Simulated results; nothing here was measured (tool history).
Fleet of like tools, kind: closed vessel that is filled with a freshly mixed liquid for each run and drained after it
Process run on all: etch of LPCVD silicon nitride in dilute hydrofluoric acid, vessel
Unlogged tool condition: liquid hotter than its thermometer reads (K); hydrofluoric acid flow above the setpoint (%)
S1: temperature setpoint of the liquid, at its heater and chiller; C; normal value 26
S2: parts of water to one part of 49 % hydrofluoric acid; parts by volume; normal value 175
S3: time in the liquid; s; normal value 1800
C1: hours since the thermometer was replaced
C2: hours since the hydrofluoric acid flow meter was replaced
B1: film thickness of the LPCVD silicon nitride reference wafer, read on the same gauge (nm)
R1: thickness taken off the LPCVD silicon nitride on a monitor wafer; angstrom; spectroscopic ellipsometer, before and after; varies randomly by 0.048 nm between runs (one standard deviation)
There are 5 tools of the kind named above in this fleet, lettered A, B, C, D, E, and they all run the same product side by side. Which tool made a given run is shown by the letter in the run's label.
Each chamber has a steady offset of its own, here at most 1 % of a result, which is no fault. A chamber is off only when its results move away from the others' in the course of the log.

{"run": "1B", "hour": 4.7, "S1": 26, "S2": 175, "S3": 1800, "C1": 246.4, "C2": 1551, "B1": 150.01, "R1": 59.74}
{"run": "2D", "hour": 9.1, "S1": 26, "S2": 175, "S3": 1800, "C1": 1018.2, "C2": 986.9, "B1": 150, "R1": 59.206}
{"run": "3E", "hour": 16.1, "S1": 26, "S2": 175, "S3": 1800, "C1": 1724.8, "C2": 856.6, "B1": 150, "R1": 60.002}
{"run": "4A", "hour": 23.1, "S1": 26, "S2": 175, "S3": 1800, "C1": 123, "C2": 2167.2, "B1": 150, "R1": 59.269}
{"run": "5C", "hour": 27.2, "S1": 26, "S2": 175, "S3": 1800, "C1": 1073.2, "C2": 330.2, "B1": 149.99, "R1": 59.73}
{"run": "6D", "hour": 32.4, "S1": 26, "S2": 175, "S3": 1800, "C1": 1041.5, "C2": 1010.2, "B1": 150, "R1": 59.235}
{"run": "7E", "hour": 39.1, "S1": 26, "S2": 175, "S3": 1800, "C1": 1747.8, "C2": 879.6, "B1": 150.01, "R1": 59.781}
{"hour": 40.5, "done": "chamber A: hydrofluoric acid flow meter replaced"}
{"run": "8C", "hour": 42.4, "S1": 26, "S2": 175, "S3": 1800, "C1": 1088.4, "C2": 345.4, "B1": 150, "R1": 58.845}
{"run": "9B", "hour": 45.8, "S1": 26, "S2": 175, "S3": 1800, "C1": 287.5, "C2": 1592.1, "B1": 150.01, "R1": 58.269}
{"run": "10A", "hour": 52.9, "S1": 26, "S2": 175, "S3": 1800, "C1": 152.8, "C2": 12.5, "B1": 150.01, "R1": 59.207}
{"run": "11E", "hour": 59.4, "S1": 26, "S2": 175, "S3": 1800, "C1": 1768.1, "C2": 899.9, "B1": 150.01, "R1": 59.882}
{"run": "12D", "hour": 66.5, "S1": 26, "S2": 175, "S3": 1800, "C1": 1075.6, "C2": 1044.3, "B1": 149.99, "R1": 59.043}
{"run": "13A", "hour": 69.9, "S1": 21.5, "S2": 175, "S3": 1800, "C1": 169.8, "C2": 29.5, "B1": 150.03, "R1": 43.556}
{"run": "14C", "hour": 74.1, "S1": 21.5, "S2": 175, "S3": 1800, "C1": 1120.1, "C2": 377.1, "B1": 150, "R1": 44.334}
{"run": "15B", "hour": 77.3, "S1": 21.5, "S2": 175, "S3": 1800, "C1": 319, "C2": 1623.6, "B1": 150, "R1": 44.754}
{"run": "16E", "hour": 81.9, "S1": 21.5, "S2": 175, "S3": 1800, "C1": 1790.6, "C2": 922.4, "B1": 150.02, "R1": 45.151}
{"run": "17A", "hour": 87.8, "S1": 21.5, "S2": 175, "S3": 1800, "C1": 187.7, "C2": 47.4, "B1": 149.98, "R1": 44.631}
{"run": "18B", "hour": 94.8, "S1": 26, "S2": 175, "S3": 1800, "C1": 336.5, "C2": 1641.1, "B1": 150.03, "R1": 59.688}
{"run": "19C", "hour": 101.8, "S1": 23, "S2": 205, "S3": 1800, "C1": 1147.8, "C2": 404.8, "B1": 149.99, "R1": 40.96}
{"run": "20D", "hour": 107.8, "S1": 23, "S2": 205, "S3": 1800, "C1": 1116.9, "C2": 1085.6, "B1": 150.02, "R1": 41.312}
{"run": "21B", "hour": 112.1, "S1": 23, "S2": 205, "S3": 1800, "C1": 353.8, "C2": 1658.4, "B1": 150.03, "R1": 42.261}
{"run": "22E", "hour": 117.5, "S1": 23, "S2": 205, "S3": 1800, "C1": 1826.2, "C2": 958, "B1": 149.99, "R1": 41.837}
{"run": "23D", "hour": 124.1, "S1": 23, "S2": 205, "S3": 1800, "C1": 1133.2, "C2": 1101.9, "B1": 150, "R1": 41.133}
{"run": "24C", "hour": 127.2, "S1": 23.5, "S2": 175, "S3": 985, "C1": 1173.2, "C2": 430.2, "B1": 150, "R1": 27.607}
{"run": "25A", "hour": 131.8, "S1": 23.5, "S2": 175, "S3": 985, "C1": 231.7, "C2": 91.4, "B1": 150.01, "R1": 27.873}
{"run": "26B", "hour": 137.1, "S1": 23.5, "S2": 175, "S3": 985, "C1": 378.8, "C2": 1683.4, "B1": 149.97, "R1": 27.79}
{"run": "27E", "hour": 143.1, "S1": 23.5, "S2": 175, "S3": 985, "C1": 1851.8, "C2": 983.6, "B1": 150, "R1": 27.953}
{"run": "28C", "hour": 148.5, "S1": 23.5, "S2": 175, "S3": 985, "C1": 1194.5, "C2": 451.5, "B1": 149.99, "R1": 27.492}
{"run": "29A", "hour": 154.3, "S1": 26, "S2": 175, "S3": 1800, "C1": 254.2, "C2": 113.9, "B1": 150.03, "R1": 59.25}
{"run": "30D", "hour": 159.4, "S1": 26, "S2": 175, "S3": 1800, "C1": 1168.5, "C2": 1137.2, "B1": 150, "R1": 59.162}
{"run": "31A", "hour": 163.4, "S1": 26, "S2": 175, "S3": 1800, "C1": 263.3, "C2": 123, "B1": 150.01, "R1": 59.924}
{"run": "32C", "hour": 170.0, "S1": 26, "S2": 175, "S3": 1800, "C1": 1216, "C2": 473, "B1": 150, "R1": 59.366}
{"run": "33E", "hour": 173.5, "S1": 26, "S2": 175, "S3": 1800, "C1": 1882.2, "C2": 1014, "B1": 150, "R1": 59.073}
{"run": "34D", "hour": 178.9, "S1": 26, "S2": 175, "S3": 1800, "C1": 1188, "C2": 1156.7, "B1": 149.99, "R1": 58.807}
{"run": "35B", "hour": 185.5, "S1": 26, "S2": 175, "S3": 1800, "C1": 427.2, "C2": 1731.8, "B1": 149.99, "R1": 59.604}
{"run": "36D", "hour": 189.9, "S1": 26, "S2": 175, "S3": 1800, "C1": 1199, "C2": 1167.7, "B1": 150.02, "R1": 59.153}
{"run": "37B", "hour": 195.2, "S1": 26, "S2": 175, "S3": 1800, "C1": 436.9, "C2": 1741.5, "B1": 150, "R1": 58.86}
{"run": "38A", "hour": 200.5, "S1": 26, "S2": 175, "S3": 1800, "C1": 300.4, "C2": 160.1, "B1": 150.01, "R1": 60.673}

Which is it: a chamber that has drifted or been left off by a service, a gauge drift common to all chambers, or only each chamber's usual small offset? If a chamber is off, name it and its likeliest cause.

No chamber is off and the gauge is stable; the differences are just each chamber's small, constant offset.
